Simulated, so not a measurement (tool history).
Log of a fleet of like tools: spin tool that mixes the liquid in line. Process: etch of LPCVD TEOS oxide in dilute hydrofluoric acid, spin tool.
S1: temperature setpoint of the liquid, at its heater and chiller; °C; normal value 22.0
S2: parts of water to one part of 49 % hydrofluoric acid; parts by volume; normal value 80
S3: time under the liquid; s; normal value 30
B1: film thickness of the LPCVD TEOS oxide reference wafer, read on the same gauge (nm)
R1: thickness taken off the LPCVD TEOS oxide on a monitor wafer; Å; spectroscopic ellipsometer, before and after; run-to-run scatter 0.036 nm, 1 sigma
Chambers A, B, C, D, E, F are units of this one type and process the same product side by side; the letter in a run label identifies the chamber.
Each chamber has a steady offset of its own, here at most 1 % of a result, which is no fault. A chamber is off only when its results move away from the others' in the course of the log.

run	day	S1	S2	S3	B1	R1
1E	0.329	22.0	80	30	30.001	60.063
2F	0.746	22.0	80	30	29.995	60.207
# day 0.846: chamber F: thermometer replaced
3D	0.971	22.0	80	30	29.971	60.147
# day 1.258: chamber A: hydrofluoric acid flow meter replaced
# day 1.267: chamber B: hydrofluoric acid flow meter replaced
4A	1.375	22.0	80	30	30.032	60.428
5C	1.733	22.0	80	30	30.020	59.513
6B	1.971	22.0	80	30	29.989	59.133
7C	2.254	22.0	80	30	30.002	59.928
8B	2.604	22.0	80	30	29.969	60.141
# day 2.783: chamber E: hydrofluoric acid flow meter replaced
9D	2.833	26.5	80	20	29.987	48.288
10F	3.208	26.5	80	20	30.031	48.038
11E	3.475	26.5	80	20	29.993	48.040
12A	3.846	26.5	80	20	30.005	47.942
13A	4.108	26.5	80	20	30.021	47.967
14B	4.508	26.5	80	20	30.013	47.138
15F	4.954	22.0	80	30	30.026	60.067
16E	5.275	22.0	80	30	29.984	60.333
17D	5.575	22.0	80	30	30.028	60.047
18C	5.979	22.0	80	30	30.005	58.629
19F	6.221	22.0	80	30	30.007	60.162
20D	6.642	22.0	80	30	30.006	61.072
21A	7.029	22.0	80	30	30.001	60.243
22C	7.308	22.0	80	30	30.022	59.710
23B	7.767	22.0	80	30	30.028	59.401
24E	8.138	22.0	80	30	30.034	60.122
25E	8.625	22.0	80	30	30.004	59.748
26A	8.921	22.0	80	30	30.002	59.547
27C	9.225	22.0	80	30	30.017	60.002
28D	9.567	22.0	80	30	29.999	59.869
29F	10.012	22.0	80	30	29.999	59.563
30B	10.354	22.0	80	30	29.995	59.192
31F	10.838	22.0	80	30	29.987	59.417
32E	11.150	24.5	120	30	29.991	42.588
33A	11.396	24.5	120	30	29.962	42.765
# day 11.529: chamber A: thermometer replaced
34C	11.625	24.5	120	30	30.023	42.084
35D	11.858	24.5	120	30	29.993	42.274
36B	12.212	24.5	120	30	29.994	41.460
37E	12.583	24.5	120	30	30.028	42.199
38B	13.075	22.0	80	30	29.995	59.498
39C	13.329	18.5	80	25	29.994	42.747
# day 13.450: chamber D: thermometer replaced
40A	13.788	18.5	80	25	29.998	42.980
41F	14.092	18.5	80	25	30.012	42.995
42D	14.354	18.5	80	25	30.001	43.067

Predict what each chamber gives when all 6 of them run the settings below next.
43A	14.717	22.0	80	30		?
43B	14.717	22.0	80	30		?
43C	14.717	22.0	80	30		?
43D	14.717	22.0	80	30		?
43E	14.717	22.0	80	30		?
43F	14.717	22.0	80	30		?

run	R1
43A	60.137
43B	59.544
43C	60.078
43D	60.953
43E	60.380
43F	59.520

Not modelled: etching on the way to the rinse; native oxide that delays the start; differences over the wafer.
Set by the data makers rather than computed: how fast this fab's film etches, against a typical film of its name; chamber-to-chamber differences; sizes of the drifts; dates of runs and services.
